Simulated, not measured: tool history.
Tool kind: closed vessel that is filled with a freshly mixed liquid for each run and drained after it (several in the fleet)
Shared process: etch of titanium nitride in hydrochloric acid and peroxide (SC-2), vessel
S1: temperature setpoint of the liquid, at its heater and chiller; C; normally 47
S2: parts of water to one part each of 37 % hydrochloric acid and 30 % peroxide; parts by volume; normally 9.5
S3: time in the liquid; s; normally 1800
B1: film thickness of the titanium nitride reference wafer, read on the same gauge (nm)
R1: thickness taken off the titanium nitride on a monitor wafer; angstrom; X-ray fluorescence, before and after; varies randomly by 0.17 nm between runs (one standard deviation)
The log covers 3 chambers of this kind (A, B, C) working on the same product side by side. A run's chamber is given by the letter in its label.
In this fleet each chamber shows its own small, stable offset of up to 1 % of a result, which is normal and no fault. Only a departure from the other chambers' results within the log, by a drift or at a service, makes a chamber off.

-- hour=0.6 chamber C: chemicals flow meter replaced
run 1A hour=7.5 | S1=47 S2=9.5 S3=1800 | B1=100.03 | R1=228.78
run 2B hour=11.6 | S1=47 S2=9.5 S3=1800 | B1=100.05 | R1=224.99
run 3C hour=19.2 | S1=47 S2=9.5 S3=1800 | B1=99.933 | R1=229.27
run 4A hour=25.3 | S1=47 S2=9.5 S3=1800 | B1=100.01 | R1=226.38
-- hour=29.3 chamber C: new drum of peroxide connected
run 5C hour=31.8 | S1=47 S2=9.5 S3=1800 | B1=99.965 | R1=225.95
run 6B hour=35.5 | S1=47 S2=9.5 S3=1800 | B1=100.02 | R1=227.33
run 7B hour=40.5 | S1=47 S2=9.5 S3=1800 | B1=99.993 | R1=227.25
run 8C hour=45.6 | S1=47 S2=9.5 S3=1800 | B1=100.01 | R1=230.16
run 9A hour=52.9 | S1=55 S2=6 S3=1800 | B1=99.967 | R1=556.72
run 10C hour=59.5 | S1=55 S2=6 S3=1800 | B1=100.05 | R1=553.53
run 11B hour=66.8 | S1=55 S2=6 S3=1800 | B1=99.958 | R1=556.89
run 12A hour=73.6 | S1=47 S2=9.5 S3=1800 | B1=100.06 | R1=227.85
run 13C hour=78.1 | S1=53.5 S2=9.5 S3=2295 | B1=99.956 | R1=445.65
run 14B hour=84.9 | S1=53.5 S2=9.5 S3=2295 | B1=99.993 | R1=446.92
run 15A hour=92.2 | S1=53.5 S2=9.5 S3=2295 | B1=99.982 | R1=448.69
run 16B hour=97.5 | S1=47 S2=9.5 S3=1800 | B1=99.994 | R1=222.16
run 17A hour=101.4 | S1=47 S2=9.5 S3=1800 | B1=100.04 | R1=226.33
run 18C hour=109.4 | S1=47 S2=9.5 S3=1800 | B1=100.01 | R1=228.72
run 19B hour=116.3 | S1=47 S2=14 S3=1800 | B1=100.04 | R1=158.77
run 20A hour=121.6 | S1=47 S2=14 S3=1800 | B1=100 | R1=163.62
run 21C hour=126.4 | S1=47 S2=14 S3=1800 | B1=99.944 | R1=165.95
run 22C hour=133.5 | S1=47 S2=9.5 S3=1800 | B1=99.975 | R1=227.67
run 23B hour=137.1 | S1=47 S2=9.5 S3=1800 | B1=100.04 | R1=223.87
run 24A hour=143.6 | S1=47 S2=9.5 S3=1800 | B1=99.985 | R1=229.38
run 25B hour=149.7 | S1=47 S2=9.5 S3=1800 | B1=99.976 | R1=217.1
run 26C hour=154.2 | S1=47 S2=9.5 S3=1800 | B1=99.958 | R1=227.14
run 27A hour=160 | S1=47 S2=9.5 S3=1800 | B1=99.978 | R1=227.6
run 28C hour=164.7 | S1=47 S2=9.5 S3=1800 | B1=100.04 | R1=228.34
run 29B hour=170 | S1=47 S2=9.5 S3=1800 | B1=99.992 | R1=217.89
run 30A hour=177.9 | S1=47 S2=9.5 S3=1800 | B1=100.01 | R1=229.07
run 31B hour=183.8 | S1=56.5 S2=9.5 S3=1310 | B1=100.06 | R1=292.27
run 32A hour=189 | S1=56.5 S2=9.5 S3=1310 | B1=100.02 | R1=313.42
run 33C hour=195.3 | S1=56.5 S2=9.5 S3=1310 | B1=99.972 | R1=309.21
run 34B hour=201.2 | S1=47 S2=9.5 S3=1800 | B1=100.04 | R1=213.14
run 35A hour=206 | S1=47 S2=9.5 S3=1800 | B1=100 | R1=229.29
run 36C hour=211 | S1=47 S2=9.5 S3=1800 | B1=100.02 | R1=227.07

Decide between three cases: one chamber stands off from its peers, the gauge reading all wafers drifts, or nothing is wrong past each chamber's small offset. Where a chamber is off, say which and what most likely put it there.

Chamber B drifts away from the others.
Most likely cause: peroxide weaker than its label (%) = 5.63.
The log may not separate it from: liquid colder than its thermometer reads (K); chemicals flow below the setpoint (%).

Below are 4 candidate recipes for chamber B's next run, each the usual settings with a change, their results shown as question marks. Which of them brings B's results back in line with what the other chambers give on the usual settings?
Maximum distance from the other chambers' mean on the usual settings for a result to count as in line: R1 5.9 angstrom
run 37B-1 hour=216.8 | S1=46.5 S2=9.5 S3=1765 | R1=?
run 37B-2 hour=216.8 | S1=48.5 S2=9.5 S3=1800 | R1=?
run 37B-3 hour=216.8 | S1=47 S2=9.5 S3=1620 | R1=?
run 37B-4 hour=216.8 | S1=47.5 S2=9.5 S3=1835 | R1=?

On the usual settings, the other chambers give on average: R1 227.44 angstrom
run=37B-1 R1=204.78
run=37B-2 R1=238.65
run=37B-3 R1=194.33
run=37B-4 R1=227.56
It is 37B-4 that realigns the chamber with its peers.

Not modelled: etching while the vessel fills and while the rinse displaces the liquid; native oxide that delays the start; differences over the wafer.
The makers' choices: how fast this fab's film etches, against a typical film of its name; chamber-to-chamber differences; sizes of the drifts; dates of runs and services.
